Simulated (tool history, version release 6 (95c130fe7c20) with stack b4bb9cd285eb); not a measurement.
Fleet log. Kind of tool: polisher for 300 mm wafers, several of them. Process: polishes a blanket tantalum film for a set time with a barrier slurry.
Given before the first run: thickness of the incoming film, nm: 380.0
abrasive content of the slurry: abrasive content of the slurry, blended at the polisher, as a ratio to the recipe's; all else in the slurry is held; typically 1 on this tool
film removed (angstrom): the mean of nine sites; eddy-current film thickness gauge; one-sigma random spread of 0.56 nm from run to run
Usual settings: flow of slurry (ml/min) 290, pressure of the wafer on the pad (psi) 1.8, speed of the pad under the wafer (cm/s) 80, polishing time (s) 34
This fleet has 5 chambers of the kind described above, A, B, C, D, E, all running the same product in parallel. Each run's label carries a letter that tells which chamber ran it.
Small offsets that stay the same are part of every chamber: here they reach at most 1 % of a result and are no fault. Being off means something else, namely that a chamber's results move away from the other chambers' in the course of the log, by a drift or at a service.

run    day  flow of slurry (ml/min)  pressure of the wafer on the pad (psi)  speed of the pad under the wafer (cm/s)  abrasive content of the slurry  polishing time (s)  film removed (angstrom)
 1B  0.221                      290                                     1.8                                       80                               1                  34                    380.3
 2E  0.329                      290                                     1.8                                       80                               1                  34                   370.85
     0.504  -- chamber A: slurry nozzle cleaned
 3A  0.558                      290                                     1.8                                       80                               1                  34                   383.04
 4C  0.708                      290                                     1.8                                       80                               1                  34                   372.78
 5D  0.908                      290                                     1.8                                       80                               1                  34                   383.01
 6E  1.025                      290                                     1.8                                       80                               1                  34                   382.19
     1.117  -- chamber A: worn pad replaced by a new one
 7B  1.221                      290                                     1.8                                       80                               1                  34                   371.73
 8A  1.346                      290                                     1.8                                       80                               1                  34                   376.16
 9C  1.458                      290                                     1.8                                       94                               1                  28                    367.8
     1.479  -- chamber E: slurry blender recalibrated
10D  1.662                      290                                     1.8                                       94                               1                  28                   367.35
     1.712  -- chamber B: worn pad replaced by a new one
11D  1.842                      290                                     1.8                                       94                               1                  28                   370.55
12C   1.95                      290                                     1.8                                       94                               1                  28                   362.25
13E  2.167                      290                                     1.8                                       94                               1                  28                   373.31
14B    2.4                      290                                     1.8                                       80                            0.85                  34                   363.39
15A  2.521                      290                                     1.8                                       80                            0.85                  34                   364.74
     2.625  -- chamber C: worn pad replaced by a new one
16E  2.671                      290                                     1.8                                       80                            0.85                  34                   366.05
17D   2.85                      290                                     1.8                                       80                            0.85                  34                   351.57
     2.892  -- chamber D: slurry blender recalibrated
18C  3.042                      290                                     1.8                                       80                            0.85                  34                   366.33
19B  3.196                      290                                     1.8                                       80                               1                  34                   372.93
20A  3.312                      290                                     1.8                                       80                               1                  34                   383.85
21D  3.446                      290                                     1.8                                       80                               1                  34                    380.6
      3.55  -- chamber B: slurry nozzle cleaned
     3.617  -- chamber D: worn pad replaced by a new one
22B  3.658                      290                                     1.8                                       80                               1                  30                   325.47
23E  3.796                      290                                     1.8                                       80                               1                  30                   334.14
24C  3.958                      290                                     1.8                                       80                               1                  30                   335.73
25A  4.133                      290                                     1.8                                       80                               1                  30                   343.78
26E  4.279                      290                                     1.8                                       80                               1                  30                   333.54
27D  4.383                      290                                     1.8                                       80                               1                  34                   388.49
28A  4.575                      290                                     1.8                                       80                               1                  34                   381.98
29B  4.679                      290                                     1.8                                       80                               1                  34                   387.57
     4.746  -- chamber C: slurry nozzle cleaned
30C  4.796                      290                                     1.8                                       80                               1                  34                   376.47
31C    4.9                      290                                     1.8                                       80                               1                  34                   379.08
32A  5.004                      290                                     1.8                                       80                               1                  34                   367.26

Does one chamber stand apart from the rest, does the shared gauge drift, or is all well apart from small per-chamber offsets? Give the chamber and the most likely cause, where there is one.

No chamber stands off beyond its own small offset, and the gauge holds steady.
